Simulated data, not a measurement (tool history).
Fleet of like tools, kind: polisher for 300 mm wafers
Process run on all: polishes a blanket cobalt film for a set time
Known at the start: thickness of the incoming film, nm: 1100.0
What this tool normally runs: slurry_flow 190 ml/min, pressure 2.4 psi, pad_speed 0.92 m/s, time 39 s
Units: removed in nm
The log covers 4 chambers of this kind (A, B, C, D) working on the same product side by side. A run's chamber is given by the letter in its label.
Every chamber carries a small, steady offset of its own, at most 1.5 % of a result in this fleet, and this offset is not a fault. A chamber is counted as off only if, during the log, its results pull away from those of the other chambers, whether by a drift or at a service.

run,hour,slurry_flow,pressure,pad_speed,time,wafers polished on this pad,hours since the slurry nozzle was cleaned,hours since the head pressure was calibrated,removed
# hour 2.9: chamber D: slurry nozzle cleaned
1D,8,190,2.4,0.92,39,132,5.1,337.6,242.37
2A,19.6,190,2.4,0.92,39,511,187,511.7,249.71
# hour 22.1: chamber B: worn pad replaced by a new one
3B,29.3,190,2.4,0.92,39,76,349.8,777.6,245.41
4C,37.5,190,2.4,0.92,39,902,289.1,106.4,242.45
5D,44.4,190,2.4,0.92,39,517,41.5,374,241.7
# hour 47.8: chamber C: worn pad replaced by a new one
6B,50.9,190,2.4,0.92,47,305,371.4,799.2,297.11
7A,63.1,190,2.4,0.92,47,971,230.5,555.2,299.22
8C,71.8,190,2.4,0.92,47,254,323.4,140.7,293.74
9C,81.2,190,2.4,0.92,47,353,332.8,150.1,292.6
# hour 91.8: chamber A: worn pad replaced by a new one
10D,93.6,190,2.4,0.92,39,1038,90.7,423.2,244.44
# hour 97.7: chamber D: worn pad replaced by a new one
11A,103.3,190,2.4,0.74,39,122,270.7,595.4,197.82
12B,112.8,190,2.4,0.74,39,960,433.3,861.1,197.01
# hour 114.5: chamber A: head pressure recalibrated
# hour 116.8: chamber B: worn pad replaced by a new one
13C,118.3,190,2.4,0.74,39,746,369.9,187.2,197.03
# hour 123.9: chamber B: head pressure recalibrated
14B,126.3,190,2.4,0.74,39,100,446.8,2.5,195.98
15D,135.6,190,2.4,0.92,39,402,132.7,465.2,241.23
16A,143.7,190,2.4,0.92,49,550,311.1,29.3,312.59
# hour 148: chamber B: slurry nozzle cleaned
17C,153.5,190,2.4,0.92,49,1119,405.1,222.4,310.56
18B,165.1,190,2.4,0.92,49,511,17.2,41.3,305.48
# hour 165.4: chamber C: worn pad replaced by a new one
19D,175.8,190,2.4,0.92,49,827,172.9,505.4,305.58
# hour 183.3: chamber D: worn pad replaced by a new one
20A,183.5,190,2.4,0.92,39,971,350.9,69.1,246.28
21C,191.5,190,2.4,0.92,39,277,443.1,260.4,243.75
22A,199.5,190,2.4,0.92,39,1140,366.9,85.1,244.85
# hour 203.7: chamber B: worn pad replaced by a new one
23B,210.7,190,2.4,0.92,39,74,62.8,86.9,241.36
# hour 214.9: chamber A: worn pad replaced by a new one
24D,216.9,190,2.4,0.92,39,356,214,546.5,241.75
25D,228,190,2.4,0.92,39,474,225.1,557.6,242.66
26C,240.1,190,2.4,0.92,39,791,491.7,309,236.22
27A,250.7,190,2.4,0.92,39,379,418.1,136.3,249.02
28B,260.1,190,2.4,0.92,39,597,112.2,136.3,246.57
# hour 265.3: chamber D: worn pad replaced by a new one
29D,267.5,190,2.4,0.92,39,23,264.6,597.1,241.92
# hour 277.9: chamber C: worn pad replaced by a new one
30B,279,190,2.4,0.92,39,797,131.1,155.2,245.59
31A,289.6,190,2.4,0.92,39,791,457,175.2,246.16
32C,295.3,190,2.4,0.92,39,185,546.9,364.2,238.15
33C,307.8,170,2.4,0.92,39,317,559.4,376.7,228.84
# hour 308: chamber B: worn pad replaced by a new one
34B,314.1,170,2.4,0.92,39,65,166.2,190.3,240.07
35D,320.5,170,2.4,0.92,39,584,317.6,650.1,240.66
# hour 325.9: chamber A: worn pad replaced by a new one
36A,331.3,170,2.4,0.92,39,57,498.7,216.9,242.98

Each of the 4 chambers runs these same settings next. Fill in every chamber's results:
37A,340.3,190,2.4,0.92,39,,,,?
37B,340.3,190,2.4,0.92,39,,,,?
37C,340.3,190,2.4,0.92,39,,,,?
37D,340.3,190,2.4,0.92,39,,,,?

run,removed
37A,249.74
37B,244.36
37C,230.42
37D,239.47
